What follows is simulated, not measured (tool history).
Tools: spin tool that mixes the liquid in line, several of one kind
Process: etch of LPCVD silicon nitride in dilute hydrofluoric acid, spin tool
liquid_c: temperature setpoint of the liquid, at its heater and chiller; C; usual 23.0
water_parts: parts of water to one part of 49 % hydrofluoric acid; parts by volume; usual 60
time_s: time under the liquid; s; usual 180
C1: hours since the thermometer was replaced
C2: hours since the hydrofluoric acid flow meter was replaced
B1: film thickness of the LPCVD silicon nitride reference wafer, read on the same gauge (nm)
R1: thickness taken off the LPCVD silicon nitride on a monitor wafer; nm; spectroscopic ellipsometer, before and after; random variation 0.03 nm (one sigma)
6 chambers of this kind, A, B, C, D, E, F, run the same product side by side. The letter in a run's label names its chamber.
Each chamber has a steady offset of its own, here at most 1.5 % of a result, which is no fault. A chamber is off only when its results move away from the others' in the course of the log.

run 1F day=0.304 | liquid_c=23.0 water_parts=60 time_s=180 | C1=1806.2 C2=924.9 | B1=30.022 | R1=1.35450
run 2E day=0.529 | liquid_c=23.0 water_parts=60 time_s=180 | C1=271.4 C2=2134.1 | B1=29.994 | R1=1.42680
run 3C day=0.883 | liquid_c=23.0 water_parts=60 time_s=180 | C1=867.0 C2=128.2 | B1=30.011 | R1=1.44350
run 4D day=1.142 | liquid_c=23.0 water_parts=60 time_s=180 | C1=1647.4 C2=1323.5 | B1=29.993 | R1=1.45400
-- day=1.188 chamber E: hydrofluoric acid flow meter replaced
run 5B day=1.417 | liquid_c=23.0 water_parts=60 time_s=180 | C1=2079.3 C2=401.1 | B1=29.999 | R1=1.38940
-- day=1.550 chamber B: thermometer replaced
run 6A day=1.767 | liquid_c=23.0 water_parts=60 time_s=180 | C1=2321.9 C2=160.2 | B1=30.014 | R1=1.46680
run 7A day=1.946 | liquid_c=23.0 water_parts=60 time_s=180 | C1=2326.2 C2=164.5 | B1=29.997 | R1=1.41580
run 8D day=2.154 | liquid_c=18.0 water_parts=60 time_s=115 | C1=1671.7 C2=1347.8 | B1=30.012 | R1=0.64695
run 9E day=2.433 | liquid_c=18.0 water_parts=60 time_s=115 | C1=317.1 C2=29.9 | B1=29.984 | R1=0.67008
-- day=2.446 chamber B: hydrofluoric acid flow meter replaced
run 10C day=2.738 | liquid_c=18.0 water_parts=60 time_s=115 | C1=911.5 C2=172.7 | B1=30.009 | R1=0.64814
run 11B day=2.988 | liquid_c=18.0 water_parts=60 time_s=115 | C1=34.5 C2=13.0 | B1=30.007 | R1=0.64637
run 12F day=3.329 | liquid_c=18.0 water_parts=60 time_s=115 | C1=1878.8 C2=997.5 | B1=29.999 | R1=0.61877
run 13A day=3.588 | liquid_c=18.0 water_parts=60 time_s=115 | C1=2365.6 C2=203.9 | B1=30.016 | R1=0.64472
run 14C day=3.950 | liquid_c=23.0 water_parts=60 time_s=180 | C1=940.6 C2=201.8 | B1=29.991 | R1=1.43670
-- day=4.283 chamber F: thermometer replaced
run 15F day=4.283 | liquid_c=23.0 water_parts=60 time_s=180 | C1=0.1 C2=1020.4 | B1=29.999 | R1=1.44580
run 16E day=4.638 | liquid_c=23.0 water_parts=60 time_s=180 | C1=370.0 C2=82.8 | B1=29.999 | R1=1.42960
run 17B day=4.933 | liquid_c=23.0 water_parts=60 time_s=180 | C1=81.2 C2=59.7 | B1=30.015 | R1=1.41290
run 18D day=5.233 | liquid_c=23.0 water_parts=60 time_s=180 | C1=1745.6 C2=1421.7 | B1=30.008 | R1=1.35350
run 19C day=5.438 | liquid_c=27.5 water_parts=60 time_s=180 | C1=976.3 C2=237.5 | B1=29.965 | R1=1.96100
run 20B day=5.833 | liquid_c=27.5 water_parts=60 time_s=180 | C1=102.8 C2=81.3 | B1=30.027 | R1=1.93840
run 21F day=6.179 | liquid_c=27.5 water_parts=60 time_s=180 | C1=45.6 C2=1065.9 | B1=29.985 | R1=1.93210
run 22E day=6.562 | liquid_c=27.5 water_parts=60 time_s=180 | C1=416.2 C2=129.0 | B1=30.007 | R1=1.95400
run 23D day=6.846 | liquid_c=27.5 water_parts=60 time_s=180 | C1=1784.3 C2=1460.4 | B1=30.011 | R1=1.83870
run 24A day=7.138 | liquid_c=27.5 water_parts=60 time_s=180 | C1=2450.8 C2=289.1 | B1=30.017 | R1=1.86980
run 25B day=7.454 | liquid_c=23.0 water_parts=60 time_s=180 | C1=141.7 C2=120.2 | B1=29.990 | R1=1.38670
run 26A day=7.854 | liquid_c=23.0 water_parts=60 time_s=180 | C1=2468.0 C2=306.3 | B1=30.018 | R1=1.38110
run 27F day=8.088 | liquid_c=23.0 water_parts=60 time_s=180 | C1=91.4 C2=1111.7 | B1=29.985 | R1=1.38360
run 28E day=8.279 | liquid_c=23.0 water_parts=60 time_s=180 | C1=457.4 C2=170.2 | B1=30.004 | R1=1.42170
run 29C day=8.642 | liquid_c=23.0 water_parts=60 time_s=285 | C1=1053.2 C2=314.4 | B1=29.992 | R1=2.24270
run 30D day=9.038 | liquid_c=23.0 water_parts=60 time_s=285 | C1=1836.9 C2=1513.0 | B1=29.999 | R1=1.97390
run 31B day=9.279 | liquid_c=23.0 water_parts=60 time_s=285 | C1=185.5 C2=164.0 | B1=30.008 | R1=2.27210
run 32E day=9.483 | liquid_c=23.0 water_parts=60 time_s=285 | C1=486.3 C2=199.1 | B1=29.986 | R1=2.32340
run 33D day=9.858 | liquid_c=23.0 water_parts=60 time_s=285 | C1=1856.6 C2=1532.7 | B1=30.025 | R1=1.94800
run 34F day=10.200 | liquid_c=23.0 water_parts=60 time_s=285 | C1=142.1 C2=1162.4 | B1=29.988 | R1=2.23240
run 35C day=10.571 | liquid_c=23.0 water_parts=60 time_s=180 | C1=1099.5 C2=360.7 | B1=29.982 | R1=1.37180
run 36A day=10.858 | liquid_c=23.0 water_parts=60 time_s=180 | C1=2540.1 C2=378.4 | B1=30.010 | R1=1.38610
run 37C day=11.104 | liquid_c=23.0 water_parts=60 time_s=180 | C1=1112.3 C2=373.5 | B1=30.007 | R1=1.44780
run 38A day=11.288 | liquid_c=23.0 water_parts=60 time_s=180 | C1=2550.4 C2=388.7 | B1=29.995 | R1=1.42780
run 39D day=11.567 | liquid_c=23.0 water_parts=60 time_s=180 | C1=1897.6 C2=1573.7 | B1=30.002 | R1=1.22370
run 40E day=11.854 | liquid_c=23.0 water_parts=60 time_s=180 | C1=543.2 C2=256.0 | B1=29.995 | R1=1.38740

What goes on in this fleet: one chamber off, a drifting gauge, or nothing beyond the chambers' own small offsets? Name the chamber and the cause, if any.

Chamber D drifts away from the others.
Cause: liquid colder than its thermometer reads (K) = 2.27.
The log may not tell that from: hydrofluoric acid flow below the setpoint (%).

Here are 4 candidates for chamber D's next run, each the usual settings with a change, their results left as question marks. Which one brings its results back in line with what the others give on the usual settings?
In line means no further than this from the other chambers' mean on the usual settings: R1 0.11000 nm
run 41D-1 day=12.150 | liquid_c=23.0 water_parts=60 time_s=240 | R1=?
run 41D-2 day=12.150 | liquid_c=23.5 water_parts=55 time_s=190 | R1=?
run 41D-3 day=12.150 | liquid_c=22.0 water_parts=65 time_s=180 | R1=?
run 41D-4 day=12.150 | liquid_c=22.0 water_parts=60 time_s=140 | R1=?

The other chambers' mean on the usual settings: R1 1.42210 nm
run=41D-1 R1=1.61900
run=41D-2 R1=1.44310
run=41D-3 R1=1.04970
run=41D-4 R1=0.88203
41D-2 brings the chamber back in line.
